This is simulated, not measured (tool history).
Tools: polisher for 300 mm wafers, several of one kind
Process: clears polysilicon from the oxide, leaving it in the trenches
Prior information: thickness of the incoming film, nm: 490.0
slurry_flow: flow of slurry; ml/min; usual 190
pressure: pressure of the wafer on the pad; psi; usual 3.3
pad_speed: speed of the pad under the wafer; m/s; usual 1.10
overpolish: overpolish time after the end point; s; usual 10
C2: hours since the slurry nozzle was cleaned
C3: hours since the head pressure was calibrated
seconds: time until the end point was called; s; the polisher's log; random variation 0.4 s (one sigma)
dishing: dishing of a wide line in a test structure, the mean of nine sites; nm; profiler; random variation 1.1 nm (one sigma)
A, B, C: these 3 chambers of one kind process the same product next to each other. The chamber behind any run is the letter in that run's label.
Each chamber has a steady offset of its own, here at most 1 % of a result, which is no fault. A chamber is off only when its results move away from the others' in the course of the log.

{"run": "1C", "hour": 4.6, "slurry_flow": 190, "pressure": 3.3, "pad_speed": 1.1, "overpolish": 10, "wafers polished on this pad": 956, "C2": 215.0, "C3": 1362.6, "seconds": 27.631, "dishing": 41.997}
{"run": "2B", "hour": 9.9, "slurry_flow": 190, "pressure": 3.3, "pad_speed": 1.1, "overpolish": 10, "wafers polished on this pad": 435, "C2": 89.3, "C3": 927.0, "seconds": 27.597, "dishing": 44.006}
{"run": "3A", "hour": 14.6, "slurry_flow": 190, "pressure": 3.3, "pad_speed": 1.1, "overpolish": 10, "wafers polished on this pad": 1476, "C2": 262.9, "C3": 579.4, "seconds": 27.788, "dishing": 43.897}
{"run": "4A", "hour": 20.9, "slurry_flow": 190, "pressure": 3.3, "pad_speed": 1.1, "overpolish": 10, "wafers polished on this pad": 1566, "C2": 269.2, "C3": 585.7, "seconds": 27.282, "dishing": 43.235}
{"run": "5C", "hour": 25.3, "slurry_flow": 215, "pressure": 3.3, "pad_speed": 0.82, "overpolish": 10, "wafers polished on this pad": 1252, "C2": 235.7, "C3": 1383.3, "seconds": 37.428, "dishing": 41.997}
{"hour": 30.2, "done": "chamber A: worn pad replaced by a new one"}
{"hour": 30.8, "done": "chamber B: worn pad replaced by a new one"}
{"run": "6B", "hour": 32.0, "slurry_flow": 215, "pressure": 3.3, "pad_speed": 0.82, "overpolish": 10, "wafers polished on this pad": 17, "C2": 111.4, "C3": 949.1, "seconds": 36.708, "dishing": 41.881}
{"run": "7C", "hour": 37.1, "slurry_flow": 215, "pressure": 3.3, "pad_speed": 0.82, "overpolish": 10, "wafers polished on this pad": 1420, "C2": 247.5, "C3": 1395.1, "seconds": 36.797, "dishing": 41.97}
{"hour": 38.2, "done": "chamber C: worn pad replaced by a new one"}
{"run": "8B", "hour": 43.5, "slurry_flow": 190, "pressure": 3.3, "pad_speed": 1.1, "overpolish": 10, "wafers polished on this pad": 181, "C2": 122.9, "C3": 960.6, "seconds": 28.261, "dishing": 43.187}
{"hour": 45.7, "done": "chamber C: head pressure recalibrated"}
{"run": "9A", "hour": 47.2, "slurry_flow": 190, "pressure": 3.3, "pad_speed": 1.1, "overpolish": 10, "wafers polished on this pad": 243, "C2": 295.5, "C3": 612.0, "seconds": 27.507, "dishing": 43.579}
{"run": "10C", "hour": 54.5, "slurry_flow": 190, "pressure": 3.3, "pad_speed": 1.38, "overpolish": 10, "wafers polished on this pad": 233, "C2": 264.9, "C3": 8.9, "seconds": 22.028, "dishing": 43.502}
{"run": "11A", "hour": 60.9, "slurry_flow": 190, "pressure": 3.3, "pad_speed": 1.38, "overpolish": 10, "wafers polished on this pad": 439, "C2": 309.2, "C3": 625.7, "seconds": 21.902, "dishing": 45.206}
{"run": "12B", "hour": 66.3, "slurry_flow": 190, "pressure": 3.3, "pad_speed": 1.38, "overpolish": 10, "wafers polished on this pad": 507, "C2": 145.7, "C3": 983.4, "seconds": 22.197, "dishing": 45.935}
{"run": "13C", "hour": 73.7, "slurry_flow": 190, "pressure": 3.3, "pad_speed": 1.1, "overpolish": 10, "wafers polished on this pad": 507, "C2": 284.1, "C3": 28.1, "seconds": 27.03, "dishing": 45.156}
{"run": "14A", "hour": 80.7, "slurry_flow": 190, "pressure": 3.3, "pad_speed": 1.1, "overpolish": 10, "wafers polished on this pad": 722, "C2": 329.0, "C3": 645.5, "seconds": 26.846, "dishing": 42.955}
{"hour": 83.6, "done": "chamber B: worn pad replaced by a new one"}
{"run": "15B", "hour": 87.8, "slurry_flow": 190, "pressure": 3.3, "pad_speed": 1.1, "overpolish": 10, "wafers polished on this pad": 61, "C2": 167.2, "C3": 1004.9, "seconds": 27.708, "dishing": 43.174}
{"run": "16C", "hour": 92.6, "slurry_flow": 190, "pressure": 3.3, "pad_speed": 1.1, "overpolish": 10, "wafers polished on this pad": 777, "C2": 303.0, "C3": 47.0, "seconds": 27.86, "dishing": 45.203}
{"run": "17B", "hour": 96.0, "slurry_flow": 190, "pressure": 2.7, "pad_speed": 1.1, "overpolish": 7, "wafers polished on this pad": 178, "C2": 175.4, "C3": 1013.1, "seconds": 33.773, "dishing": 39.5}
{"run": "18A", "hour": 100.2, "slurry_flow": 190, "pressure": 2.7, "pad_speed": 1.1, "overpolish": 7, "wafers polished on this pad": 1001, "C2": 348.5, "C3": 665.0, "seconds": 34.127, "dishing": 39.784}
{"run": "19B", "hour": 104.8, "slurry_flow": 190, "pressure": 2.7, "pad_speed": 1.1, "overpolish": 7, "wafers polished on this pad": 304, "C2": 184.2, "C3": 1021.9, "seconds": 32.608, "dishing": 39.027}
{"run": "20C", "hour": 112.2, "slurry_flow": 190, "pressure": 3.3, "pad_speed": 1.1, "overpolish": 10, "wafers polished on this pad": 1057, "C2": 322.6, "C3": 66.6, "seconds": 28.003, "dishing": 42.344}
{"run": "21A", "hour": 116.2, "slurry_flow": 190, "pressure": 3.3, "pad_speed": 1.1, "overpolish": 10, "wafers polished on this pad": 1229, "C2": 364.5, "C3": 681.0, "seconds": 27.368, "dishing": 44.347}
{"run": "22A", "hour": 121.5, "slurry_flow": 190, "pressure": 3.3, "pad_speed": 1.1, "overpolish": 10, "wafers polished on this pad": 1305, "C2": 369.8, "C3": 686.3, "seconds": 27.184, "dishing": 43.753}
{"hour": 128.2, "done": "chamber A: worn pad replaced by a new one"}
{"run": "23B", "hour": 128.7, "slurry_flow": 190, "pressure": 3.3, "pad_speed": 1.1, "overpolish": 10, "wafers polished on this pad": 645, "C2": 208.1, "C3": 1045.8, "seconds": 27.492, "dishing": 42.828}
{"run": "24C", "hour": 132.1, "slurry_flow": 190, "pressure": 3.3, "pad_speed": 1.1, "overpolish": 10, "wafers polished on this pad": 1342, "C2": 342.5, "C3": 86.5, "seconds": 27.53, "dishing": 44.437}
{"hour": 134.6, "done": "chamber B: worn pad replaced by a new one"}
{"hour": 135.4, "done": "chamber C: slurry nozzle cleaned"}
{"run": "25C", "hour": 135.5, "slurry_flow": 190, "pressure": 3.3, "pad_speed": 1.1, "overpolish": 10, "wafers polished on this pad": 1390, "C2": 0.2, "C3": 89.9, "seconds": 27.98, "dishing": 42.757}
{"hour": 140.0, "done": "chamber C: worn pad replaced by a new one"}
{"run": "26B", "hour": 140.8, "slurry_flow": 190, "pressure": 3.9, "pad_speed": 1.1, "overpolish": 10, "wafers polished on this pad": 89, "C2": 220.2, "C3": 1057.9, "seconds": 23.486, "dishing": 45.51}
{"run": "27A", "hour": 146.7, "slurry_flow": 190, "pressure": 3.9, "pad_speed": 1.1, "overpolish": 10, "wafers polished on this pad": 264, "C2": 395.0, "C3": 711.5, "seconds": 23.229, "dishing": 43.62}
{"run": "28C", "hour": 150.7, "slurry_flow": 190, "pressure": 3.9, "pad_speed": 1.1, "overpolish": 10, "wafers polished on this pad": 153, "C2": 15.4, "C3": 105.1, "seconds": 23.272, "dishing": 44.311}
{"run": "29B", "hour": 157.5, "slurry_flow": 190, "pressure": 3.3, "pad_speed": 1.46, "overpolish": 10, "wafers polished on this pad": 328, "C2": 236.9, "C3": 1074.6, "seconds": 21.018, "dishing": 43.615}
{"run": "30A", "hour": 162.2, "slurry_flow": 190, "pressure": 3.3, "pad_speed": 1.46, "overpolish": 10, "wafers polished on this pad": 485, "C2": 410.5, "C3": 727.0, "seconds": 20.174, "dishing": 45.196}
{"run": "31A", "hour": 167.0, "slurry_flow": 190, "pressure": 3.3, "pad_speed": 1.46, "overpolish": 10, "wafers polished on this pad": 554, "C2": 415.3, "C3": 731.8, "seconds": 20.446, "dishing": 45.083}
{"run": "32C", "hour": 172.7, "slurry_flow": 190, "pressure": 3.3, "pad_speed": 1.1, "overpolish": 10, "wafers polished on this pad": 468, "C2": 37.4, "C3": 127.1, "seconds": 27.011, "dishing": 43.621}
{"run": "33B", "hour": 177.6, "slurry_flow": 190, "pressure": 3.3, "pad_speed": 1.1, "overpolish": 10, "wafers polished on this pad": 615, "C2": 257.0, "C3": 1094.7, "seconds": 27.316, "dishing": 44.487}

Read the log: is a single chamber off, either drifting away or since a service, is the gauge that measures every chamber drifting, or is nothing wrong beyond small per-chamber offsets? Name any odd chamber and what most likely caused it.

Nothing is wrong: each chamber keeps only its own small, steady offset and the gauge holds still.

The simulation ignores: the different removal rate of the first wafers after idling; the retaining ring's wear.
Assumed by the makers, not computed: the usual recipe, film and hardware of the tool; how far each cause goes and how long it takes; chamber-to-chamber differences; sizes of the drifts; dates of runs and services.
